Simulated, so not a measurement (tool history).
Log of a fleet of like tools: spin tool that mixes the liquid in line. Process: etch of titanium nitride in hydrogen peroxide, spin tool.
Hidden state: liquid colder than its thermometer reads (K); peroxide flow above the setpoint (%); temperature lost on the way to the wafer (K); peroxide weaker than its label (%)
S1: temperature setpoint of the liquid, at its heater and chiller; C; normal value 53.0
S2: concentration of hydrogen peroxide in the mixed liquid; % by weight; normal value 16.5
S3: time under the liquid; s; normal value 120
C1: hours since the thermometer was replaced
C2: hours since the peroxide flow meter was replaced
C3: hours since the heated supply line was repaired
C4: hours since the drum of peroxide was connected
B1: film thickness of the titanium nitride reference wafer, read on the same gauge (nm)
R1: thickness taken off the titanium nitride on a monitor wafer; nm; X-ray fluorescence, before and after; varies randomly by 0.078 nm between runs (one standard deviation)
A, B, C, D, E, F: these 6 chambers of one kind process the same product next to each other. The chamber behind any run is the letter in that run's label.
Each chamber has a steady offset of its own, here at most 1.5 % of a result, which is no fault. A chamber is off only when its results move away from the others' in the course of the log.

{"run": "1C", "hour": 6.5, "S1": 53.0, "S2": 16.5, "S3": 120, "C1": 336.0, "C2": 808.3, "C3": 1668.5, "C4": 1404.4, "B1": 49.995, "R1": 10.194}
{"run": "2E", "hour": 15.1, "S1": 53.0, "S2": 16.5, "S3": 120, "C1": 2565.8, "C2": 897.8, "C3": 1986.8, "C4": 382.8, "B1": 49.999, "R1": 9.8963}
{"run": "3B", "hour": 22.0, "S1": 53.0, "S2": 16.5, "S3": 120, "C1": 2270.3, "C2": 542.3, "C3": 406.9, "C4": 230.0, "B1": 50.01, "R1": 10.321}
{"run": "4A", "hour": 27.5, "S1": 53.0, "S2": 16.5, "S3": 120, "C1": 1188.6, "C2": 603.8, "C3": 2182.7, "C4": 259.2, "B1": 49.994, "R1": 10.034}
{"run": "5D", "hour": 34.8, "S1": 53.0, "S2": 16.5, "S3": 120, "C1": 550.7, "C2": 1692.3, "C3": 2945.6, "C4": 392.2, "B1": 50.01, "R1": 10.146}
{"run": "6F", "hour": 44.9, "S1": 56.0, "S2": 16.5, "S3": 120, "C1": 2217.6, "C2": 332.9, "C3": 2857.6, "C4": 748.3, "B1": 49.985, "R1": 12.446}
{"run": "7A", "hour": 55.3, "S1": 56.0, "S2": 16.5, "S3": 120, "C1": 1216.4, "C2": 631.6, "C3": 2210.5, "C4": 287.0, "B1": 50.04, "R1": 12.324}
{"hour": 58.7, "done": "chamber A: peroxide flow meter replaced"}
{"run": "8B", "hour": 64.2, "S1": 56.0, "S2": 16.5, "S3": 120, "C1": 2312.5, "C2": 584.5, "C3": 449.1, "C4": 272.2, "B1": 49.988, "R1": 12.584}
{"run": "9E", "hour": 72.0, "S1": 56.0, "S2": 16.5, "S3": 120, "C1": 2622.7, "C2": 954.7, "C3": 2043.7, "C4": 439.7, "B1": 49.942, "R1": 12.311}
{"hour": 77.5, "done": "chamber F: thermometer replaced"}
{"run": "10F", "hour": 81.0, "S1": 56.0, "S2": 16.5, "S3": 120, "C1": 3.5, "C2": 369.0, "C3": 2893.7, "C4": 784.4, "B1": 50.013, "R1": 12.55}
{"run": "11D", "hour": 88.2, "S1": 56.0, "S2": 16.5, "S3": 120, "C1": 604.1, "C2": 1745.7, "C3": 2999.0, "C4": 445.6, "B1": 49.991, "R1": 12.654}
{"run": "12C", "hour": 95.0, "S1": 53.0, "S2": 16.5, "S3": 120, "C1": 424.5, "C2": 896.8, "C3": 1757.0, "C4": 1492.9, "B1": 50.0, "R1": 10.259}
{"hour": 96.0, "done": "chamber E: thermometer replaced"}
{"hour": 100.6, "done": "chamber F: heated supply line repaired"}
{"hour": 103.6, "done": "chamber C: new drum of peroxide connected"}
{"run": "13E", "hour": 107.6, "S1": 53.0, "S2": 16.5, "S3": 120, "C1": 11.7, "C2": 990.3, "C3": 2079.3, "C4": 475.3, "B1": 49.981, "R1": 10.107}
{"run": "14A", "hour": 115.2, "S1": 53.0, "S2": 16.5, "S3": 120, "C1": 1276.3, "C2": 56.6, "C3": 2270.4, "C4": 346.9, "B1": 50.027, "R1": 10.028}
{"run": "15B", "hour": 121.8, "S1": 53.0, "S2": 16.5, "S3": 120, "C1": 2370.1, "C2": 642.1, "C3": 506.7, "C4": 329.8, "B1": 50.007, "R1": 10.164}
{"run": "16C", "hour": 130.5, "S1": 53.0, "S2": 16.5, "S3": 120, "C1": 460.0, "C2": 932.3, "C3": 1792.5, "C4": 26.9, "B1": 49.981, "R1": 10.175}
{"run": "17D", "hour": 137.1, "S1": 53.0, "S2": 16.5, "S3": 120, "C1": 653.0, "C2": 1794.6, "C3": 3047.9, "C4": 494.5, "B1": 49.965, "R1": 10.103}
{"run": "18F", "hour": 148.9, "S1": 53.0, "S2": 16.5, "S3": 120, "C1": 71.4, "C2": 436.9, "C3": 48.4, "C4": 852.3, "B1": 49.961, "R1": 9.8703}
{"run": "19B", "hour": 159.2, "S1": 53.0, "S2": 16.5, "S3": 120, "C1": 2407.5, "C2": 679.5, "C3": 544.1, "C4": 367.2, "B1": 49.995, "R1": 10.209}
{"hour": 163.9, "done": "chamber B: thermometer replaced"}
{"run": "20F", "hour": 171.7, "S1": 53.0, "S2": 16.5, "S3": 120, "C1": 94.2, "C2": 459.7, "C3": 71.2, "C4": 875.1, "B1": 49.959, "R1": 10.04}
{"run": "21E", "hour": 182.9, "S1": 53.0, "S2": 12.0, "S3": 150, "C1": 87.0, "C2": 1065.6, "C3": 2154.6, "C4": 550.6, "B1": 50.005, "R1": 11.855}
{"run": "22A", "hour": 194.8, "S1": 53.0, "S2": 12.0, "S3": 150, "C1": 1355.9, "C2": 136.2, "C3": 2350.0, "C4": 426.5, "B1": 49.99, "R1": 11.779}
{"run": "23C", "hour": 202.6, "S1": 53.0, "S2": 12.0, "S3": 150, "C1": 532.1, "C2": 1004.4, "C3": 1864.6, "C4": 99.0, "B1": 50.043, "R1": 11.98}
{"run": "24D", "hour": 210.8, "S1": 53.0, "S2": 12.0, "S3": 150, "C1": 726.7, "C2": 1868.3, "C3": 3121.6, "C4": 568.2, "B1": 49.965, "R1": 11.574}
{"run": "25B", "hour": 216.8, "S1": 53.0, "S2": 12.0, "S3": 150, "C1": 52.9, "C2": 737.1, "C3": 601.7, "C4": 424.8, "B1": 50.027, "R1": 11.707}
{"run": "26D", "hour": 223.8, "S1": 53.0, "S2": 12.0, "S3": 150, "C1": 739.7, "C2": 1881.3, "C3": 3134.6, "C4": 581.2, "B1": 50.028, "R1": 11.426}
{"run": "27F", "hour": 230.4, "S1": 47.5, "S2": 20.0, "S3": 120, "C1": 152.9, "C2": 518.4, "C3": 129.9, "C4": 933.8, "B1": 49.977, "R1": 7.1084}
{"run": "28A", "hour": 241.8, "S1": 47.5, "S2": 20.0, "S3": 120, "C1": 1402.9, "C2": 183.2, "C3": 2397.0, "C4": 473.5, "B1": 50.035, "R1": 7.0872}
{"run": "29C", "hour": 254.2, "S1": 47.5, "S2": 20.0, "S3": 120, "C1": 583.7, "C2": 1056.0, "C3": 1916.2, "C4": 150.6, "B1": 49.981, "R1": 7.2154}
{"run": "30E", "hour": 262.7, "S1": 47.5, "S2": 20.0, "S3": 120, "C1": 166.8, "C2": 1145.4, "C3": 2234.4, "C4": 630.4, "B1": 50.055, "R1": 7.0161}
{"run": "31B", "hour": 275.4, "S1": 47.5, "S2": 20.0, "S3": 120, "C1": 111.5, "C2": 795.7, "C3": 660.3, "C4": 483.4, "B1": 50.0, "R1": 7.133}
{"run": "32C", "hour": 281.2, "S1": 47.5, "S2": 20.0, "S3": 120, "C1": 610.7, "C2": 1083.0, "C3": 1943.2, "C4": 177.6, "B1": 49.979, "R1": 7.1038}
{"run": "33D", "hour": 292.6, "S1": 53.0, "S2": 16.5, "S3": 120, "C1": 808.5, "C2": 1950.1, "C3": 3203.4, "C4": 650.0, "B1": 50.021, "R1": 9.6422}
{"run": "34F", "hour": 304.3, "S1": 53.0, "S2": 16.5, "S3": 120, "C1": 226.8, "C2": 592.3, "C3": 203.8, "C4": 1007.7, "B1": 49.919, "R1": 10.016}
{"run": "35A", "hour": 313.4, "S1": 53.0, "S2": 16.5, "S3": 120, "C1": 1474.5, "C2": 254.8, "C3": 2468.6, "C4": 545.1, "B1": 50.019, "R1": 10.133}
{"run": "36E", "hour": 324.5, "S1": 53.0, "S2": 16.5, "S3": 120, "C1": 228.6, "C2": 1207.2, "C3": 2296.2, "C4": 692.2, "B1": 50.031, "R1": 10.062}
{"run": "37C", "hour": 335.2, "S1": 53.0, "S2": 16.5, "S3": 120, "C1": 664.7, "C2": 1137.0, "C3": 1997.2, "C4": 231.6, "B1": 50.041, "R1": 10.169}
{"run": "38D", "hour": 343.6, "S1": 53.0, "S2": 16.5, "S3": 120, "C1": 859.5, "C2": 2001.1, "C3": 3254.4, "C4": 701.0, "B1": 50.014, "R1": 9.4944}
{"run": "39B", "hour": 352.5, "S1": 53.0, "S2": 16.5, "S3": 120, "C1": 188.6, "C2": 872.8, "C3": 737.4, "C4": 560.5, "B1": 49.983, "R1": 10.197}
{"run": "40F", "hour": 363.4, "S1": 53.0, "S2": 16.5, "S3": 120, "C1": 285.9, "C2": 651.4, "C3": 262.9, "C4": 1066.8, "B1": 49.994, "R1": 10.05}

Does one chamber stand apart from the rest, does the shared gauge drift, or is all well apart from small per-chamber offsets? Give the chamber and the most likely cause, where there is one.

Little by little, chamber D moves away from the other chambers.
Likeliest cause: liquid colder than its thermometer reads (K) = 1.33.
The log may not tell that from: temperature lost on the way to the wafer (K).

Here are 4 candidates for chamber D's next run, each the usual settings with a change, their results left as question marks. Which one brings its results back in line with what the others give on the usual settings?
In line here means within this much of the mean the other chambers give on the usual settings: R1 0.2700 nm
{"run": "41D-1", "hour": 372.5, "S1": 53.5, "S2": 16.5, "S3": 120, "R1": "?"}
{"run": "41D-2", "hour": 372.5, "S1": 53.0, "S2": 14.5, "S3": 120, "R1": "?"}
{"run": "41D-3", "hour": 372.5, "S1": 53.0, "S2": 16.5, "S3": 110, "R1": "?"}
{"run": "41D-4", "hour": 372.5, "S1": 53.0, "S2": 16.5, "S3": 130, "R1": "?"}

On the usual settings, the other chambers give on average: R1 10.1100 nm
run=41D-1 R1=9.6879
run=41D-2 R1=9.0958
run=41D-3 R1=8.5692
run=41D-4 R1=10.1270
41D-4 puts the chamber back in line with the other chambers.
